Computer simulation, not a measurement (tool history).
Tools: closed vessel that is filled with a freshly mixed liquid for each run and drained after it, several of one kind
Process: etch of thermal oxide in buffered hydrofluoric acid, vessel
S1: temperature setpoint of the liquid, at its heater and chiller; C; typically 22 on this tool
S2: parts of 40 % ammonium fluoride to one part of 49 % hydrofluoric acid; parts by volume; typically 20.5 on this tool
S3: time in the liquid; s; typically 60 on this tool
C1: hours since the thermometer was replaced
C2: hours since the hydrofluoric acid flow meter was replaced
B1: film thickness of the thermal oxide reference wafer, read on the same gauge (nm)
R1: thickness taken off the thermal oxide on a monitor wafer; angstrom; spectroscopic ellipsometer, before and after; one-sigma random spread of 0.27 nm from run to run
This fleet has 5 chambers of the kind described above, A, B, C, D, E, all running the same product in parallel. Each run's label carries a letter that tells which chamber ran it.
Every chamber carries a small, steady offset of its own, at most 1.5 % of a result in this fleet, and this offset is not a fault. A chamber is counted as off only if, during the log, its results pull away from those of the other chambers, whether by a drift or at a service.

Run 1E, hour 5.5: usual settings; C1 649.1; C2 764.2; B1 40.019. Result: R1 305.41 angstrom.
Run 2A, hour 10.8: usual settings; C1 730.8; C2 1687.8; B1 39.995. Result: R1 310.91 angstrom.
Run 3B, hour 15.1: usual settings; C1 534.8; C2 636.8; B1 40.002. Result: R1 311.23 angstrom.
Run 4D, hour 22.3: usual settings; C1 1204.2; C2 735.3; B1 40.008. Result: R1 315.12 angstrom.
Run 5C, hour 26.1: usual settings; C1 2022.6; C2 594.6; B1 40.004. Result: R1 309 angstrom.
Run 6A, hour 33.3: usual settings; C1 753.3; C2 1710.3; B1 40.002. Result: R1 307.5 angstrom.
Run 7B, hour 37.5: usual settings; C1 557.2; C2 659.2; B1 39.997. Result: R1 303.61 angstrom.
Run 8C, hour 43.4: usual settings; C1 2039.9; C2 611.9; B1 39.993. Result: R1 308.47 angstrom.
Run 9E, hour 50.6: usual settings; C1 694.2; C2 809.3; B1 39.999. Result: R1 310.9 angstrom.
Run 10D, hour 56.7: usual settings; C1 1238.6; C2 769.7; B1 39.999. Result: R1 305.77 angstrom.
At hour 61.5: chamber B: hydrofluoric acid flow meter replaced.
Run 11D, hour 62.4: usual settings but S2 23 parts by volume; C1 1244.3; C2 775.4; B1 39.98. Result: R1 280.8 angstrom.
Run 12E, hour 67.8: usual settings but S2 23 parts by volume; C1 711.4; C2 826.5; B1 40.021. Result: R1 285.45 angstrom.
Run 13B, hour 71.8: usual settings but S2 23 parts by volume; C1 591.5; C2 10.3; B1 40.008. Result: R1 284.16 angstrom.
Run 14C, hour 76.5: usual settings but S2 23 parts by volume; C1 2073; C2 645; B1 39.991. Result: R1 283.35 angstrom.
Run 15A, hour 84.2: usual settings but S2 23 parts by volume; C1 804.2; C2 1761.2; B1 40.017. Result: R1 288.98 angstrom.
Run 16E, hour 89: usual settings; C1 732.6; C2 847.7; B1 39.99. Result: R1 312.71 angstrom.
Run 17B, hour 95.2: usual settings; C1 614.9; C2 33.7; B1 40.007. Result: R1 307.51 angstrom.
Run 18D, hour 102.1: usual settings; C1 1284; C2 815.1; B1 39.999. Result: R1 298.99 angstrom.
Run 19C, hour 106.6: usual settings; C1 2103.1; C2 675.1; B1 40.005. Result: R1 304.31 angstrom.
Run 20A, hour 111.2: usual settings; C1 831.2; C2 1788.2; B1 40.01. Result: R1 309.12 angstrom.
Run 21B, hour 115.9: usual settings; C1 635.6; C2 54.4; B1 39.997. Result: R1 309.1 angstrom.
Run 22D, hour 121.2: usual settings but S1 20.5 C; C1 1303.1; C2 834.2; B1 40.001. Result: R1 269.38 angstrom.
Run 23A, hour 128.8: usual settings but S1 20.5 C; C1 848.8; C2 1805.8; B1 40.005. Result: R1 281.92 angstrom.
Run 24E, hour 135.9: usual settings but S1 20.5 C; C1 779.5; C2 894.6; B1 40.006. Result: R1 283.11 angstrom.
Run 25C, hour 142.4: usual settings but S1 20.5 C; C1 2138.9; C2 710.9; B1 40.001. Result: R1 287.71 angstrom.
Run 26D, hour 146.4: usual settings but S1 20.5 C; C1 1328.3; C2 859.4; B1 40.011. Result: R1 268.7 angstrom.
Run 27A, hour 150: usual settings; C1 870; C2 1827; B1 39.998. Result: R1 312.55 angstrom.
Run 28B, hour 155.9: usual settings; C1 675.6; C2 94.4; B1 39.997. Result: R1 309.4 angstrom.
Run 29C, hour 162.2: usual settings; C1 2158.7; C2 730.7; B1 40.002. Result: R1 308.17 angstrom.
Run 30E, hour 168.6: usual settings; C1 812.2; C2 927.3; B1 40.016. Result: R1 306.47 angstrom.
Run 31C, hour 172.8: usual settings but S2 15.5 parts by volume, S3 75 s; C1 2169.3; C2 741.3; B1 40.009. Result: R1 504.06 angstrom.
Run 32B, hour 176.3: usual settings but S2 15.5 parts by volume, S3 75 s; C1 696; C2 114.8; B1 39.998. Result: R1 503.17 angstrom.

Each of the 5 chambers runs these same settings next. Fill in every chamber's results:
Run 33A, hour 181.9: usual settings. Result: R1 ?.
Run 33B, hour 181.9: usual settings. Result: R1 ?.
Run 33C, hour 181.9: usual settings. Result: R1 ?.
Run 33D, hour 181.9: usual settings. Result: R1 ?.
Run 33E, hour 181.9: usual settings. Result: R1 ?.

run      R1
33A  309.65
33B  309.24
33C  310.37
33D  290.87
33E  304.83

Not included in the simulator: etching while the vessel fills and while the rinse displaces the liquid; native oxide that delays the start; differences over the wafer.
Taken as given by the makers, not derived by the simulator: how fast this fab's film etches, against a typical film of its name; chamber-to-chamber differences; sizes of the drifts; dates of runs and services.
